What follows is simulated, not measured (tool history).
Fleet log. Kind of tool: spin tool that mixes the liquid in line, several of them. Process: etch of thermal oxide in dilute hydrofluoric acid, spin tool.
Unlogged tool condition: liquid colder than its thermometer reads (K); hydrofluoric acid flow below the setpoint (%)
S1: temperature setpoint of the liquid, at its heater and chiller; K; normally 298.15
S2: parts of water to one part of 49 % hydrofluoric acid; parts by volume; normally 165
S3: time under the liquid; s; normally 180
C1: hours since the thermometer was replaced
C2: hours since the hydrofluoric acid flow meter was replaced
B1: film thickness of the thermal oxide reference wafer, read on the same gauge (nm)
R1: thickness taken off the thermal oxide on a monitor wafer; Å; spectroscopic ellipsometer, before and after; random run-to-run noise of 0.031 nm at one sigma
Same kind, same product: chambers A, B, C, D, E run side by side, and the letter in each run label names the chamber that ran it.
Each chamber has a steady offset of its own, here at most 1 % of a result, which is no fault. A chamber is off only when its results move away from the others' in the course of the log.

{"run": "1D", "day": 0.3, "S1": 298.15, "S2": 165, "S3": 180, "C1": 550.3, "C2": 237.9, "B1": 119.99, "R1": 51.054}
{"run": "2B", "day": 0.479, "S1": 298.15, "S2": 165, "S3": 180, "C1": 458.9, "C2": 757.9, "B1": 119.93, "R1": 50.923}
{"run": "3A", "day": 0.842, "S1": 298.15, "S2": 165, "S3": 180, "C1": 561.7, "C2": 440.3, "B1": 120.02, "R1": 50.29}
{"run": "4E", "day": 1.171, "S1": 298.15, "S2": 165, "S3": 180, "C1": 966.2, "C2": 47.8, "B1": 120.01, "R1": 51.463}
{"run": "5C", "day": 1.412, "S1": 298.15, "S2": 165, "S3": 180, "C1": 1135.4, "C2": 49.6, "B1": 120, "R1": 51.203}
{"run": "6B", "day": 1.629, "S1": 298.15, "S2": 165, "S3": 180, "C1": 486.5, "C2": 785.5, "B1": 119.97, "R1": 50.68}
{"run": "7C", "day": 1.962, "S1": 298.15, "S2": 165, "S3": 180, "C1": 1148.6, "C2": 62.8, "B1": 119.99, "R1": 50.762}
{"run": "8E", "day": 2.262, "S1": 298.15, "S2": 165, "S3": 180, "C1": 992.4, "C2": 74, "B1": 120.01, "R1": 50.953}
{"run": "9D", "day": 2.633, "S1": 298.15, "S2": 165, "S3": 180, "C1": 606.3, "C2": 293.9, "B1": 119.98, "R1": 50.514}
{"run": "10A", "day": 2.992, "S1": 298.15, "S2": 165, "S3": 180, "C1": 613.3, "C2": 491.9, "B1": 120.02, "R1": 50.551}
{"run": "11E", "day": 3.283, "S1": 298.15, "S2": 165, "S3": 180, "C1": 1016.9, "C2": 98.5, "B1": 120, "R1": 50.57}
{"run": "12D", "day": 3.646, "S1": 298.15, "S2": 165, "S3": 180, "C1": 630.6, "C2": 318.2, "B1": 120, "R1": 50.516}
{"run": "13C", "day": 3.892, "S1": 298.15, "S2": 215, "S3": 255, "C1": 1194.9, "C2": 109.1, "B1": 120.01, "R1": 52.519}
{"run": "14B", "day": 4.25, "S1": 298.15, "S2": 215, "S3": 255, "C1": 549.4, "C2": 848.4, "B1": 119.99, "R1": 52.336}
{"run": "15A", "day": 4.475, "S1": 298.15, "S2": 215, "S3": 255, "C1": 648.9, "C2": 527.5, "B1": 120.02, "R1": 51.743}
{"run": "16E", "day": 4.733, "S1": 298.15, "S2": 215, "S3": 255, "C1": 1051.7, "C2": 133.3, "B1": 120.03, "R1": 52.277}
{"run": "17C", "day": 5.079, "S1": 298.15, "S2": 215, "S3": 255, "C1": 1223.4, "C2": 137.6, "B1": 120.01, "R1": 52.126}
{"run": "18B", "day": 5.392, "S1": 301.15, "S2": 165, "S3": 180, "C1": 576.8, "C2": 875.8, "B1": 120.01, "R1": 56.261}
{"run": "19D", "day": 5.742, "S1": 301.15, "S2": 165, "S3": 180, "C1": 680.9, "C2": 368.5, "B1": 120, "R1": 56.379}
{"run": "20A", "day": 5.962, "S1": 301.15, "S2": 165, "S3": 180, "C1": 684.6, "C2": 563.2, "B1": 120.01, "R1": 55.757}
{"run": "21B", "day": 6.312, "S1": 301.15, "S2": 165, "S3": 180, "C1": 598.9, "C2": 897.9, "B1": 120, "R1": 56.179}
{"run": "22E", "day": 6.688, "S1": 301.15, "S2": 165, "S3": 180, "C1": 1098.6, "C2": 180.2, "B1": 119.97, "R1": 56.088}
{"run": "23C", "day": 6.896, "S1": 294.15, "S2": 165, "S3": 180, "C1": 1267, "C2": 181.2, "B1": 119.99, "R1": 43.342}
{"run": "24D", "day": 7.088, "S1": 294.15, "S2": 165, "S3": 180, "C1": 713.2, "C2": 400.8, "B1": 120, "R1": 43.88}
{"run": "25A", "day": 7.429, "S1": 294.15, "S2": 165, "S3": 180, "C1": 719.8, "C2": 598.4, "B1": 120.03, "R1": 43.001}
{"run": "26D", "day": 7.712, "S1": 294.15, "S2": 165, "S3": 180, "C1": 728.2, "C2": 415.8, "B1": 120.01, "R1": 43.316}
{"run": "27C", "day": 7.892, "S1": 294.15, "S2": 165, "S3": 180, "C1": 1290.9, "C2": 205.1, "B1": 119.96, "R1": 43.323}
{"run": "28B", "day": 8.129, "S1": 298.15, "S2": 165, "S3": 180, "C1": 642.5, "C2": 941.5, "B1": 120.01, "R1": 50.804}
{"run": "29A", "day": 8.471, "S1": 298.15, "S2": 165, "S3": 180, "C1": 744.8, "C2": 623.4, "B1": 120.01, "R1": 49.578}
{"run": "30E", "day": 8.704, "S1": 298.15, "S2": 165, "S3": 180, "C1": 1147, "C2": 228.6, "B1": 120, "R1": 51.258}
{"run": "31E", "day": 8.983, "S1": 298.15, "S2": 165, "S3": 180, "C1": 1153.7, "C2": 235.3, "B1": 120, "R1": 50.825}
{"run": "32D", "day": 9.229, "S1": 298.15, "S2": 165, "S3": 180, "C1": 764.6, "C2": 452.2, "B1": 120.02, "R1": 50.771}
{"run": "33A", "day": 9.512, "S1": 298.15, "S2": 90, "S3": 100, "C1": 769.8, "C2": 648.4, "B1": 119.97, "R1": 54.716}
{"run": "34C", "day": 9.775, "S1": 298.15, "S2": 90, "S3": 100, "C1": 1336.1, "C2": 250.3, "B1": 120, "R1": 55.781}
{"run": "35B", "day": 10.038, "S1": 298.15, "S2": 90, "S3": 100, "C1": 688.3, "C2": 987.3, "B1": 120.01, "R1": 55.741}
{"run": "36A", "day": 10.25, "S1": 298.15, "S2": 90, "S3": 100, "C1": 787.5, "C2": 666.1, "B1": 120.02, "R1": 54.984}
{"run": "37D", "day": 10.45, "S1": 298.15, "S2": 90, "S3": 100, "C1": 793.9, "C2": 481.5, "B1": 120, "R1": 56.351}
{"run": "38B", "day": 10.65, "S1": 298.15, "S2": 165, "S3": 180, "C1": 703, "C2": 1002, "B1": 119.97, "R1": 50.008}
{"run": "39C", "day": 10.812, "S1": 298.15, "S2": 165, "S3": 180, "C1": 1361, "C2": 275.2, "B1": 119.99, "R1": 51.091}
{"run": "40E", "day": 11.058, "S1": 298.15, "S2": 165, "S3": 180, "C1": 1203.5, "C2": 285.1, "B1": 120.03, "R1": 50.939}
{"run": "41C", "day": 11.308, "S1": 298.15, "S2": 165, "S3": 180, "C1": 1372.9, "C2": 287.1, "B1": 119.99, "R1": 50.197}
{"run": "42A", "day": 11.642, "S1": 298.15, "S2": 165, "S3": 180, "C1": 820.9, "C2": 699.5, "B1": 120.01, "R1": 48.522}

What goes on in this fleet: one chamber off, a drifting gauge, or nothing beyond the chambers' own small offsets? Name the chamber and the cause, if any.

It is chamber A that slowly wanders off from its peers.
Cause: liquid colder than its thermometer reads (K) = 1.17.
It could be hard to tell apart here from: hydrofluoric acid flow below the setpoint (%).

Which of the 4 candidates below, each the usual settings with something changed and its results left as question marks, puts chamber A back in line with what the other chambers give on the usual settings?
A result is in line if it is within this distance of the other chambers' mean on the usual settings: R1 1.1 Å
{"run": "43A-1", "day": 11.912, "S1": 297.15, "S2": 165, "S3": 180, "R1": "?"}
{"run": "43A-2", "day": 11.912, "S1": 298.15, "S2": 160, "S3": 180, "R1": "?"}
{"run": "43A-3", "day": 11.912, "S1": 298.15, "S2": 165, "S3": 195, "R1": "?"}
{"run": "43A-4", "day": 11.912, "S1": 298.15, "S2": 165, "S3": 165, "R1": "?"}

On the usual settings, the other chambers give on average: R1 50.726 Å
run=43A-1 R1=46.617
run=43A-2 R1=50.217
run=43A-3 R1=52.443
run=43A-4 R1=44.375
43A-2 puts the chamber back in line with the other chambers.

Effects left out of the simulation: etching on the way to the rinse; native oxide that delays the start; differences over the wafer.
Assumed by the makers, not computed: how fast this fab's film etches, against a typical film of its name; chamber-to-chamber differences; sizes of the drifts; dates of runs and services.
